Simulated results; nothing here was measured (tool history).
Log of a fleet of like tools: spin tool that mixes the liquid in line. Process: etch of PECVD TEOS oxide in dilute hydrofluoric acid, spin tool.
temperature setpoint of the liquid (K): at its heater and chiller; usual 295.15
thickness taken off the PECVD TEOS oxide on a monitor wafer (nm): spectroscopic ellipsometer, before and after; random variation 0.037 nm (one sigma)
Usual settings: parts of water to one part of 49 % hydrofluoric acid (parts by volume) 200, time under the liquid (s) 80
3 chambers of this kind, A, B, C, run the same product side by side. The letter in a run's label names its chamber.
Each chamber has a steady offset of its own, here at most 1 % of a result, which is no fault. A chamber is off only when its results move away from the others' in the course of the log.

run   hour  temperature setpoint of the liquid (K)  parts of water to one part of 49 % hydrofluoric acid (parts by volume)  time under the liquid (s)  read-back film thickness of the PECVD TEOS oxide reference wafer, read on the same gauge (nm)  thickness taken off the PECVD TEOS oxide on a monitor wafer (nm)
 1C      4                                  295.15                                                                     200                         80                                                                                            150                                                            6.1677
 2B    8.6                                  295.15                                                                     200                         80                                                                                         149.99                                                             6.238
 3A   12.4                                  295.15                                                                     200                         80                                                                                         150.02                                                            6.1521
 4C   16.2                                  295.15                                                                     200                         80                                                                                         149.99                                                            6.1235
 5A   21.2                                  295.15                                                                     200                         80                                                                                            150                                                            6.2408
 6B   24.1                                  295.15                                                                     235                         80                                                                                         150.01                                                            5.1589
 7A   27.8                                  295.15                                                                     235                         80                                                                                         150.02                                                            5.1049
 8C   32.7                                  295.15                                                                     235                         80                                                                                         149.99                                                             5.004
 9B   37.4                                  295.15                                                                     200                         80                                                                                         149.99                                                            6.2667
10A   39.8                                  295.15                                                                     200                        115                                                                                         150.02                                                            8.8497
11C   42.8                                  295.15                                                                     200                        115                                                                                         150.01                                                            8.8794
12B   45.7                                  295.15                                                                     200                        115                                                                                         149.99                                                            8.9329
13C   49.2                                  295.15                                                                     200                         80                                                                                            150                                                            6.1062
14A   52.2                                  295.15                                                                     200                         80                                                                                            150                                                            6.2996
15B   55.7                                  299.15                                                                     200                         35                                                                                         149.99                                                            3.1865
16C   58.9                                  299.15                                                                     200                         35                                                                                            150                                                            3.1304
17A   63.5                                  299.15                                                                     200                         35                                                                                         149.99                                                            3.1512
18B   68.7                                  295.15                                                                     200                         80                                                                                            150                                                            6.2107
      70.9  -- chamber B: hydrofluoric acid flow meter replaced
19C   72.3                                  295.15                                                                     200                         80                                                                                         150.02                                                            6.1651
20B   76.7                                  295.15                                                                     200                         80                                                                                            150                                                            6.1531
21A   80.5                                  295.15                                                                     200                        100                                                                                         150.02                                                            7.8361
22B   83.4                                  295.15                                                                     200                        100                                                                                         150.01                                                            7.7547
23C   87.3                                  295.15                                                                     200                        100                                                                                         150.01                                                            7.6885
24A   90.4                                  295.15                                                                     200                         80                                                                                         150.01                                                             6.252
25A   93.8                                  295.15                                                                     235                         30                                                                                         149.99                                                             1.952
26B     97                                  295.15                                                                     235                         30                                                                                         149.99                                                            1.9207
27C  102.4                                  295.15                                                                     235                         30                                                                                            150                                                            1.8969
28A  106.6                                  295.15                                                                     200                         80                                                                                         150.01                                                            6.3802
29C  109.1                                  295.15                                                                     200                         80                                                                                         150.01                                                            6.1155
30B  113.3                                  295.15                                                                     200                         80                                                                                         149.99                                                            6.1956
31C  118.5                                  295.15                                                                     200                         80                                                                                            150                                                            6.1242
32B    123                                  295.15                                                                     200                         80                                                                                            150                                                            6.1834
33A  126.9                                  295.15                                                                     200                         80                                                                                         149.99                                                            6.3273
34C  130.2                                  295.15                                                                     200                         80                                                                                            150                                                            6.1216
35B  133.9                                  295.15                                                                     200                         80                                                                                         149.99                                                            6.1794
36A  137.7                                  295.15                                                                     120                         80                                                                                            150                                                            11.695
37A  141.6                                  295.15                                                                     120                         80                                                                                            150                                                            11.772
38B  144.8                                  295.15                                                                     120                         80                                                                                         149.98                                                            11.279
39C  148.7                                  295.15                                                                     200                         80                                                                                         149.98                                                            6.1609

What goes on in this fleet: one chamber off, a drifting gauge, or nothing beyond the chambers' own small offsets? Name the chamber and the cause, if any.

Chamber A drifts away from the others.
Cause: hydrofluoric acid flow above the setpoint (%) = 2.81.
The log may not tell that from: liquid hotter than its thermometer reads (K).

Here are 4 candidates for chamber A's next run, each the usual settings with a change, their results left as question marks. Which one brings its results back in line with what the others give on the usual settings?
In line means no further than this from the other chambers' mean on the usual settings: thickness taken off the PECVD TEOS oxide on a monitor wafer (nm) 0.13
40A-1  152.5                                  297.15                                                                     200                         80                                                                                                                                                                ?
40A-2  152.5                                  296.15                                                                     200                         80                                                                                                                                                                ?
40A-3  152.5                                  294.15                                                                     200                         80                                                                                                                                                                ?
40A-4  152.5                                  293.15                                                                     200                         80                                                                                                                                                                ?

The other chambers' mean on the usual settings: thickness taken off the PECVD TEOS oxide on a monitor wafer (nm) 6.1785
  run  thickness taken off the PECVD TEOS oxide on a monitor wafer (nm)
40A-1                                                            6.9278
40A-2                                                            6.6766
40A-3                                                            6.1913
40A-4                                                            5.9573
40A-3 brings the chamber back in line.

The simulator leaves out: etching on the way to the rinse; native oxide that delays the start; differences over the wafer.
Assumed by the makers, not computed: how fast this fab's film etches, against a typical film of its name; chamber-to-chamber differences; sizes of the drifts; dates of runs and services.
